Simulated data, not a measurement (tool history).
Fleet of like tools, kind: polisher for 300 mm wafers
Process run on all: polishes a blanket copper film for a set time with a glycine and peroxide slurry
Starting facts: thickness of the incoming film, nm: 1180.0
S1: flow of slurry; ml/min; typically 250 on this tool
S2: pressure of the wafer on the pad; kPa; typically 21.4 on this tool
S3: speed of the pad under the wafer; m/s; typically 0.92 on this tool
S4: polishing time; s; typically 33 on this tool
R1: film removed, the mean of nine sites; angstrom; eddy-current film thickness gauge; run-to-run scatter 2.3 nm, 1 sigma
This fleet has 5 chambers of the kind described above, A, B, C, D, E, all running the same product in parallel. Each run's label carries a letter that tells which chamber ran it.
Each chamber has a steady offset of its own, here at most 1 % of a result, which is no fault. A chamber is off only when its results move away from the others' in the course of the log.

run	hour	S1	S2	S3	S4	R1
1C	11.8	250	21.4	0.92	33	2112.2
# hour 13.7: chamber E: slurry nozzle cleaned
# hour 17.3: chamber C: worn pad replaced by a new one
2D	22.8	250	21.4	0.92	33	2131.0
3B	33.9	250	21.4	0.92	33	2103.3
# hour 40.2: chamber B: worn pad replaced by a new one
# hour 41.7: chamber A: worn pad replaced by a new one
4A	43.9	250	21.4	0.92	33	2161.2
5E	51.9	250	21.4	1.02	33	2346.2
6E	61.5	250	21.4	1.02	33	2323.9
7A	67.9	250	21.4	1.02	33	2335.2
# hour 77.1: chamber E: worn pad replaced by a new one
8B	78.2	250	21.4	1.02	33	2306.5
# hour 85.1: chamber C: worn pad replaced by a new one
9D	85.9	250	21.4	1.02	33	2365.1
10C	96.9	250	21.4	0.92	33	2138.1
# hour 103.7: chamber B: slurry nozzle cleaned
11D	108.3	250	21.4	0.92	33	2101.7
# hour 114.0: chamber D: worn pad replaced by a new one
12A	120.1	250	21.4	0.92	33	2173.5
13B	128.7	250	21.4	0.92	33	2163.3
# hour 129.4: chamber A: worn pad replaced by a new one
14C	135.6	250	21.4	0.92	33	2166.9
15E	144.3	250	21.4	0.92	33	2119.3
# hour 153.1: chamber B: worn pad replaced by a new one
16C	153.2	250	21.4	0.92	33	2195.6
# hour 153.8: chamber C: worn pad replaced by a new one
17E	164.5	250	21.4	0.92	33	2197.8
# hour 170.2: chamber D: slurry nozzle cleaned
18A	172.1	250	21.4	0.92	33	2175.9
19B	179.6	250	21.4	0.68	33	1711.4
# hour 187.1: chamber E: worn pad replaced by a new one
20D	189.4	250	21.4	0.68	33	1670.6
21A	197.0	250	21.4	0.68	33	1720.2
22E	202.8	250	21.4	0.68	33	1711.8
23D	208.6	250	21.4	0.68	33	1690.0
# hour 212.2: chamber C: worn pad replaced by a new one
24B	220.5	250	21.4	0.92	33	2140.2
# hour 222.9: chamber D: worn pad replaced by a new one
25C	228.9	250	21.4	0.92	33	2274.1
# hour 230.9: chamber A: worn pad replaced by a new one
# hour 236.3: chamber C: slurry nozzle cleaned
26D	237.4	250	21.4	0.92	33	2127.7
27C	249.3	250	21.4	0.92	33	2256.6
# hour 254.3: chamber B: worn pad replaced by a new one
28A	256.5	250	21.4	0.92	33	2123.3
29E	263.0	250	21.4	0.92	33	2136.5
30B	269.8	250	21.4	0.92	33	2150.1
31B	277.0	250	21.4	0.92	33	2115.8
# hour 281.0: chamber C: worn pad replaced by a new one
32D	287.1	250	21.4	0.92	33	2112.1
33C	294.7	250	21.4	0.92	33	2317.6
# hour 295.4: chamber E: worn pad replaced by a new one
34A	304.2	250	21.4	0.92	33	2122.8
35E	314.9	250	21.4	0.92	33	2136.4
36C	321.5	250	21.4	0.92	33	2309.9

For the next run the whole fleet of 5 chambers uses the same settings. Give each chamber's results:
37A	330.4	250	21.4	0.92	33	?
37B	330.4	250	21.4	0.92	33	?
37C	330.4	250	21.4	0.92	33	?
37D	330.4	250	21.4	0.92	33	?
37E	330.4	250	21.4	0.92	33	?

run	R1
37A	2124.0
37B	2132.3
37C	2341.1
37D	2174.9
37E	2159.3
